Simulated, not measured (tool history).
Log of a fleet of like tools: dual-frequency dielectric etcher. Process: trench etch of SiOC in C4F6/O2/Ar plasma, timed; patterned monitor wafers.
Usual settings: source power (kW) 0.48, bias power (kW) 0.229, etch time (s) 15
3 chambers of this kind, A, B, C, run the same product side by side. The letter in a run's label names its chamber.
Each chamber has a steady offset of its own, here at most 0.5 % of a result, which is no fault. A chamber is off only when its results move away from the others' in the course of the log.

| run | hour | source power (kW) | bias power (kW) | etch time (s) | hours since the last wet clean | hours since the last source power generator calibration | hours since the last bias power generator calibration | read-back reference wafer on the same gauge, depth_nm | mean etch depth across the wafer (Å) |
|---|---|---|---|---|---|---|---|---|---|
| 1A | 3.6 | 0.48 | 0.229 | 15 | 191.6 | 3720.4 | 2805.5 | 40.682 | 363.29 |
| 2C | 5.9 | 0.48 | 0.229 | 15 | 16.7 | 706.2 | 1752.4 | 40.687 | 362.9 |
| 3B | 8.3 | 0.48 | 0.229 | 15 | 35.8 | 316.8 | 305.3 | 40.675 | 361.56 |
| 4B | 12.3 | 0.48 | 0.229 | 15 | 39.8 | 320.8 | 309.3 | 40.669 | 361.56 |
| 5C | 14.6 | 0.48 | 0.229 | 15 | 25.4 | 714.9 | 1761.1 | 40.656 | 361.74 |
| 6A | 17.3 | 0.42 | 0.283 | 15 | 205.3 | 3734.1 | 2819.2 | 40.662 | 370.93 |
| 7A | 19.8 | 0.42 | 0.283 | 15 | 207.8 | 3736.6 | 2821.7 | 40.654 | 369.46 |
| 8B | 23.6 | 0.42 | 0.283 | 15 | 51.1 | 332.1 | 320.6 | 40.639 | 367.91 |
| 9C | 27.5 | 0.58 | 0.229 | 15 | 38.3 | 727.8 | 1774 | 40.641 | 389.67 |
| 10B | 29.7 | 0.58 | 0.229 | 15 | 57.2 | 338.2 | 326.7 | 40.628 | 388.77 |
| 11A | 33.8 | 0.58 | 0.229 | 15 | 221.8 | 3750.6 | 2835.7 | 40.626 | 390.29 |
| 12C | 37.7 | 0.48 | 0.229 | 15 | 48.5 | 738 | 1784.2 | 40.615 | 361.68 |
| 13C | 40.7 | 0.48 | 0.229 | 15 | 51.5 | 741 | 1787.2 | 40.606 | 361.75 |
| 14B | 43.6 | 0.48 | 0.25 | 19 | 71.1 | 352.1 | 340.6 | 40.612 | 469.85 |
| 15A | 45.8 | 0.48 | 0.25 | 19 | 233.8 | 3762.6 | 2847.7 | 40.59 | 472.35 |
| 16B | 49 | 0.48 | 0.25 | 19 | 76.5 | 357.5 | 346 | 40.579 | 470.22 |
| 17C | 53.1 | 0.48 | 0.229 | 15 | 63.9 | 753.4 | 1799.6 | 40.574 | 361.46 |
| 18A | 57.1 | 0.48 | 0.229 | 15 | 245.1 | 3773.9 | 2859 | 40.562 | 362.26 |
| 19B | 59.5 | 0.48 | 0.196 | 12.5 | 87 | 368 | 356.5 | 40.559 | 285.46 |
| 20C | 63.3 | 0.48 | 0.196 | 12.5 | 74.1 | 763.6 | 1809.8 | 40.563 | 285.87 |
| 21A | 67.1 | 0.48 | 0.196 | 12.5 | 255.1 | 3783.9 | 2869 | 40.558 | 286.65 |
| 22C | 69.7 | 0.48 | 0.229 | 15 | 80.5 | 770 | 1816.2 | 40.552 | 361.02 |
| 23A | 72.6 | 0.48 | 0.229 | 15 | 260.6 | 3789.4 | 2874.5 | 40.54 | 362.35 |
| 24B | 76.2 | 0.48 | 0.229 | 15 | 103.7 | 384.7 | 373.2 | 40.532 | 359.86 |
| 25C | 80.6 | 0.48 | 0.229 | 15 | 91.4 | 780.9 | 1827.1 | 40.516 | 360.59 |
| 26A | 83 | 0.48 | 0.229 | 15 | 271 | 3799.8 | 2884.9 | 40.502 | 360.88 |
| 27B | 85.1 | 0.48 | 0.229 | 15 | 112.6 | 393.6 | 382.1 | 40.522 | 360.66 |
| 28A | 88.3 | 0.48 | 0.229 | 15 | 276.3 | 3805.1 | 2890.2 | 40.515 | 361.5 |

All 3 chambers run these settings next. Forecast each chamber's results:
| 29A | 91.5 | 0.48 | 0.265 | 15 |  |  |  |  | ? |
| 29B | 91.5 | 0.48 | 0.265 | 15 |  |  |  |  | ? |
| 29C | 91.5 | 0.48 | 0.265 | 15 |  |  |  |  | ? |

| run | mean etch depth across the wafer (Å) |
|---|---|
| 29A | 379.28 |
| 29B | 378.01 |
| 29C | 378.38 |

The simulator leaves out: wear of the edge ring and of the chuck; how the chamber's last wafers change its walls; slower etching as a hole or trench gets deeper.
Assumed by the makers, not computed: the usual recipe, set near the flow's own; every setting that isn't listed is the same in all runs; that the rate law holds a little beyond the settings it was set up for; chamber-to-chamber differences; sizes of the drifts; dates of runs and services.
